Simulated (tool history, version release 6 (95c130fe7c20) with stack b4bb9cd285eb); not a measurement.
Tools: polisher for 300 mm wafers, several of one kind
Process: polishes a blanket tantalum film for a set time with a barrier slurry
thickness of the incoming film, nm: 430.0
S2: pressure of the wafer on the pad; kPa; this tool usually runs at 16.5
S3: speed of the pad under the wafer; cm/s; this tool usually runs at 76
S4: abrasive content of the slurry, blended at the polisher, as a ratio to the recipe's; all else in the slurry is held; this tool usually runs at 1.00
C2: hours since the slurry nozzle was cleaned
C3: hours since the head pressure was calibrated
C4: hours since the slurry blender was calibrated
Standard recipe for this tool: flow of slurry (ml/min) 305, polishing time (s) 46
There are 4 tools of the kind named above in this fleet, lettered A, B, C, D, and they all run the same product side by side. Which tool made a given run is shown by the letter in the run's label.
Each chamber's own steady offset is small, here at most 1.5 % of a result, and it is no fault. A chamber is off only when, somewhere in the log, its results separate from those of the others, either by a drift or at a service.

Run 1B, hour 12.8: usual settings; wafers polished on this pad 684; C2 374.3; C3 24.6; C4 195.5. Result: film removed (Å) 700.89.
Run 2A, hour 26.6: usual settings; wafers polished on this pad 340; C2 256.3; C3 139.3; C4 33.6. Result: film removed (Å) 696.51.
At hour 27.2: chamber C: slurry nozzle cleaned.
Run 3D, hour 39.1: usual settings; wafers polished on this pad 1004; C2 188.9; C3 1211.1; C4 120.8. Result: film removed (Å) 697.64.
At hour 41.4: chamber B: worn pad replaced by a new one.
At hour 47.3: chamber A: worn pad replaced by a new one.
Run 4C, hour 48.3: usual settings; wafers polished on this pad 635; C2 21.1; C3 175.9; C4 66.9. Result: film removed (Å) 710.97.
At hour 53.9: chamber B: slurry blender recalibrated.
Run 5A, hour 58.7: usual settings; wafers polished on this pad 102; C2 288.4; C3 171.4; C4 65.7. Result: film removed (Å) 697.10.
At hour 62.6: chamber C: worn pad replaced by a new one.
At hour 63.2: chamber D: worn pad replaced by a new one.
Run 6C, hour 68.3: usual settings; wafers polished on this pad 51; C2 41.1; C3 195.9; C4 86.9. Result: film removed (Å) 706.54.
Run 7D, hour 80.5: usual settings; wafers polished on this pad 155; C2 230.3; C3 1252.5; C4 162.2. Result: film removed (Å) 713.83.
Run 8B, hour 95.1: usual settings; wafers polished on this pad 482; C2 456.6; C3 106.9; C4 41.3. Result: film removed (Å) 688.53.
At hour 100.6: chamber A: slurry blender recalibrated.
Run 9C, hour 103.3: usual settings; wafers polished on this pad 365; C2 76.1; C3 230.9; C4 121.9. Result: film removed (Å) 710.55.
Run 10B, hour 110.5: usual settings; wafers polished on this pad 620; C2 472.0; C3 122.3; C4 56.7. Result: film removed (Å) 701.65.
At hour 111.4: chamber D: head pressure recalibrated.
At hour 111.5: chamber A: worn pad replaced by a new one.
Run 11A, hour 117.7: usual settings but S2 22.1 kPa, S3 94 cm/s; wafers polished on this pad 56; C2 347.4; C3 230.4; C4 17.1. Result: film removed (Å) 1157.60.
Run 12D, hour 127.1: usual settings but S2 22.1 kPa, S3 94 cm/s; wafers polished on this pad 574; C2 276.9; C3 15.8; C4 208.8. Result: film removed (Å) 1117.60.
Run 13B, hour 140.2: usual settings but S2 22.1 kPa, S3 94 cm/s; wafers polished on this pad 887; C2 501.7; C3 152.0; C4 86.4. Result: film removed (Å) 1151.90.
At hour 142.9: chamber B: worn pad replaced by a new one.
Run 14A, hour 148.8: usual settings but S2 22.1 kPa, S3 94 cm/s; wafers polished on this pad 335; C2 378.5; C3 261.5; C4 48.2. Result: film removed (Å) 1151.20.
At hour 156.1: chamber C: worn pad replaced by a new one.
Run 15C, hour 159.5: usual settings; wafers polished on this pad 31; C2 132.3; C3 287.1; C4 178.1. Result: film removed (Å) 707.92.
At hour 160.6: chamber A: slurry nozzle cleaned.
Run 16D, hour 167.8: usual settings; wafers polished on this pad 940; C2 317.6; C3 56.5; C4 249.5. Result: film removed (Å) 674.41.
At hour 176.0: chamber A: worn pad replaced by a new one.
Run 17B, hour 176.9: usual settings; wafers polished on this pad 306; C2 538.4; C3 188.7; C4 123.1. Result: film removed (Å) 700.14.
Run 18A, hour 192.7: usual settings; wafers polished on this pad 150; C2 32.1; C3 305.4; C4 92.1. Result: film removed (Å) 697.27.
At hour 194.9: chamber B: slurry nozzle cleaned.
Run 19C, hour 202.3: usual settings; wafers polished on this pad 415; C2 175.1; C3 329.9; C4 220.9. Result: film removed (Å) 712.54.
At hour 204.2: chamber A: slurry blender recalibrated.
Run 20D, hour 213.5: usual settings; wafers polished on this pad 1350; C2 363.3; C3 102.2; C4 295.2. Result: film removed (Å) 654.61.
At hour 216.5: chamber D: worn pad replaced by a new one.
Run 21D, hour 229.7: usual settings; wafers polished on this pad 118; C2 379.5; C3 118.4; C4 311.4. Result: film removed (Å) 653.89.
At hour 231.5: chamber A: worn pad replaced by a new one.
Run 22B, hour 242.7: usual settings; wafers polished on this pad 897; C2 47.8; C3 254.5; C4 188.9. Result: film removed (Å) 700.05.
At hour 248.5: chamber C: worn pad replaced by a new one.
Run 23C, hour 250.3: usual settings; wafers polished on this pad 16; C2 223.1; C3 377.9; C4 268.9. Result: film removed (Å) 708.15.
Run 24A, hour 261.3: usual settings but S3 54 cm/s, S4 1.15; wafers polished on this pad 268; C2 100.7; C3 374.0; C4 57.2. Result: film removed (Å) 510.12.

Which is it: a chamber that has drifted or been left off by a service, a gauge drift common to all chambers, or only each chamber's usual small offset? If a chamber is off, name it and its likeliest cause.

Chamber D drifts away from the others.
Cause: abrasive missing from the slurry, % = 31.4.

Here are 4 candidates for chamber D's next run, each the usual settings with a change, their results left as question marks. Which one brings its results back in line with what the others give on the usual settings?
A result is in line if it is within this distance of the other chambers' mean on the usual settings: film removed (Å) 22.00
Run 25D-1, hour 272.9: usual settings but flow of slurry (ml/min) 295, S4 0.90. Result: film removed (Å) ?.
Run 25D-2, hour 272.9: usual settings but S3 78 cm/s, polishing time (s) 47. Result: film removed (Å) ?.
Run 25D-3, hour 272.9: usual settings but S2 15.9 kPa, S3 74 cm/s, polishing time (s) 44. Result: film removed (Å) ?.
Run 25D-4, hour 272.9: usual settings but polishing time (s) 52. Result: film removed (Å) ?.

Average result of the remaining chambers running the usual settings: film removed (Å) 701.02
  run  film removed (Å)
25D-1            598.47
25D-2            654.61
25D-3            557.31
25D-4            705.78
It is 25D-4 that realigns the chamber with its peers.
